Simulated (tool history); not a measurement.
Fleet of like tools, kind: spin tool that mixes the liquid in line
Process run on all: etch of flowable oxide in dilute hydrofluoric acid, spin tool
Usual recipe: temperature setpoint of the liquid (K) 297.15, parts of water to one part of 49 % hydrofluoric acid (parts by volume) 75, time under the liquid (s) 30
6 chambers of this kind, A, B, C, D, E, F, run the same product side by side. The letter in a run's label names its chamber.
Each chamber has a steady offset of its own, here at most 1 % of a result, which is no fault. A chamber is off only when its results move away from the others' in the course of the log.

| run | hour | temperature setpoint of the liquid (K) | parts of water to one part of 49 % hydrofluoric acid (parts by volume) | time under the liquid (s) | hours since the thermometer was replaced | hours since the hydrofluoric acid flow meter was replaced | read-back film thickness of the flowable oxide reference wafer, read on the same gauge (nm) | thickness taken off the flowable oxide on a monitor wafer (Å) |
|---|---|---|---|---|---|---|---|---|
| 1E | 7.5 | 297.15 | 75 | 30 | 244.9 | 834.9 | 150.00 | 152.150 |
| 2B | 14.5 | 297.15 | 75 | 30 | 23.1 | 1152.7 | 149.97 | 151.020 |
| 3D | 19.4 | 297.15 | 75 | 30 | 1941.9 | 250.0 | 150.01 | 153.060 |
| 4C | 26.2 | 297.15 | 75 | 30 | 2375.5 | 128.5 | 149.97 | 150.800 |
| 5F | 32.2 | 297.15 | 75 | 30 | 751.0 | 584.2 | 149.99 | 148.840 |
| 6A | 38.2 | 297.15 | 75 | 30 | 585.1 | 1936.9 | 150.02 | 150.830 |
| 7C | 46.9 | 297.15 | 75 | 30 | 2396.2 | 149.2 | 149.99 | 149.280 |
| 8A | 55.0 | 297.15 | 75 | 30 | 601.9 | 1953.7 | 149.97 | 152.960 |
| 9B | 61.1 | 297.15 | 65 | 30 | 69.7 | 1199.3 | 150.01 | 172.610 |
|  | 63.9 | chamber A: hydrofluoric acid flow meter replaced |
| 10D | 66.0 | 297.15 | 65 | 30 | 1988.5 | 296.6 | 150.03 | 177.000 |
| 11E | 73.5 | 297.15 | 65 | 30 | 310.9 | 900.9 | 149.97 | 176.090 |
| 12F | 82.3 | 297.15 | 65 | 30 | 801.1 | 634.3 | 149.99 | 178.410 |
| 13D | 87.6 | 297.15 | 65 | 30 | 2010.1 | 318.2 | 150.00 | 177.670 |
| 14C | 95.7 | 297.15 | 65 | 30 | 2445.0 | 198.0 | 150.01 | 174.420 |
| 15A | 102.4 | 297.15 | 75 | 30 | 649.3 | 38.6 | 150.01 | 149.640 |
| 16E | 108.0 | 297.15 | 75 | 30 | 345.4 | 935.4 | 150.00 | 148.320 |
| 17B | 115.7 | 297.15 | 75 | 30 | 124.3 | 1253.9 | 150.00 | 151.360 |
| 18F | 122.1 | 297.15 | 75 | 30 | 840.9 | 674.1 | 149.97 | 149.680 |
| 19E | 130.6 | 297.15 | 100 | 15 | 368.0 | 958.0 | 150.02 | 53.918 |
|  | 130.8 | chamber C: thermometer replaced |
| 20B | 139.5 | 297.15 | 100 | 15 | 148.1 | 1277.7 | 150.02 | 53.677 |
| 21F | 143.7 | 297.15 | 100 | 15 | 862.5 | 695.7 | 149.97 | 54.591 |
| 22A | 150.9 | 297.15 | 100 | 15 | 697.8 | 87.1 | 150.02 | 54.477 |
| 23D | 159.3 | 297.15 | 100 | 15 | 2081.8 | 389.9 | 150.01 | 54.994 |
| 24C | 165.4 | 297.15 | 100 | 15 | 34.6 | 267.7 | 150.01 | 55.209 |
| 25B | 171.9 | 297.15 | 75 | 30 | 180.5 | 1310.1 | 149.99 | 148.730 |
| 26C | 176.6 | 297.15 | 75 | 30 | 45.8 | 278.9 | 149.98 | 150.620 |
| 27A | 180.6 | 297.15 | 75 | 30 | 727.5 | 116.8 | 149.96 | 147.380 |
| 28E | 187.4 | 297.15 | 75 | 30 | 424.8 | 1014.8 | 150.03 | 141.020 |
| 29F | 195.2 | 297.15 | 60 | 45 | 914.0 | 747.2 | 150.02 | 286.670 |
| 30D | 202.3 | 297.15 | 60 | 45 | 2124.8 | 432.9 | 149.99 | 283.200 |
| 31D | 210.5 | 297.15 | 60 | 45 | 2133.0 | 441.1 | 150.00 | 289.610 |
| 32F | 218.7 | 297.15 | 60 | 45 | 937.5 | 770.7 | 150.03 | 289.800 |
| 33E | 223.8 | 297.15 | 60 | 45 | 461.2 | 1051.2 | 149.98 | 269.030 |
| 34A | 227.9 | 297.15 | 60 | 45 | 774.8 | 164.1 | 149.97 | 286.380 |
| 35B | 235.4 | 297.15 | 75 | 30 | 244.0 | 1373.6 | 149.98 | 151.200 |
| 36C | 244.1 | 297.15 | 75 | 30 | 113.3 | 346.4 | 150.01 | 151.240 |

Is one chamber off against the others, does the gauge drift, or is nothing wrong? If a chamber is off, say which, and what the likeliest cause is.

Chamber E drifts away from the others.
Likeliest cause: hydrofluoric acid flow below the setpoint (%) = 7.18.
The log may not separate it from: liquid colder than its thermometer reads (K).

Here are 4 candidates for chamber E's next run, each the usual settings with a change, their results left as question marks. Which one brings its results back in line with what the others give on the usual settings?
Allowed miss from the other chambers' usual-settings mean, per result, to count as in line: thickness taken off the flowable oxide on a monitor wafer (Å) 5.200
| 37E-1 | 250.5 | 297.15 | 80 | 30 |  |  |  | ? |
| 37E-2 | 250.5 | 297.65 | 75 | 30 |  |  |  | ? |
| 37E-3 | 250.5 | 297.15 | 70 | 30 |  |  |  | ? |
| 37E-4 | 250.5 | 296.65 | 75 | 30 |  |  |  | ? |

The other chambers' mean on the usual settings: thickness taken off the flowable oxide on a monitor wafer (Å) 150.460
| run | thickness taken off the flowable oxide on a monitor wafer (Å) |
|---|---|
| 37E-1 | 128.760 |
| 37E-2 | 141.030 |
| 37E-3 | 149.080 |
| 37E-4 | 135.470 |
With 37E-3, the chamber falls back in line with the rest.
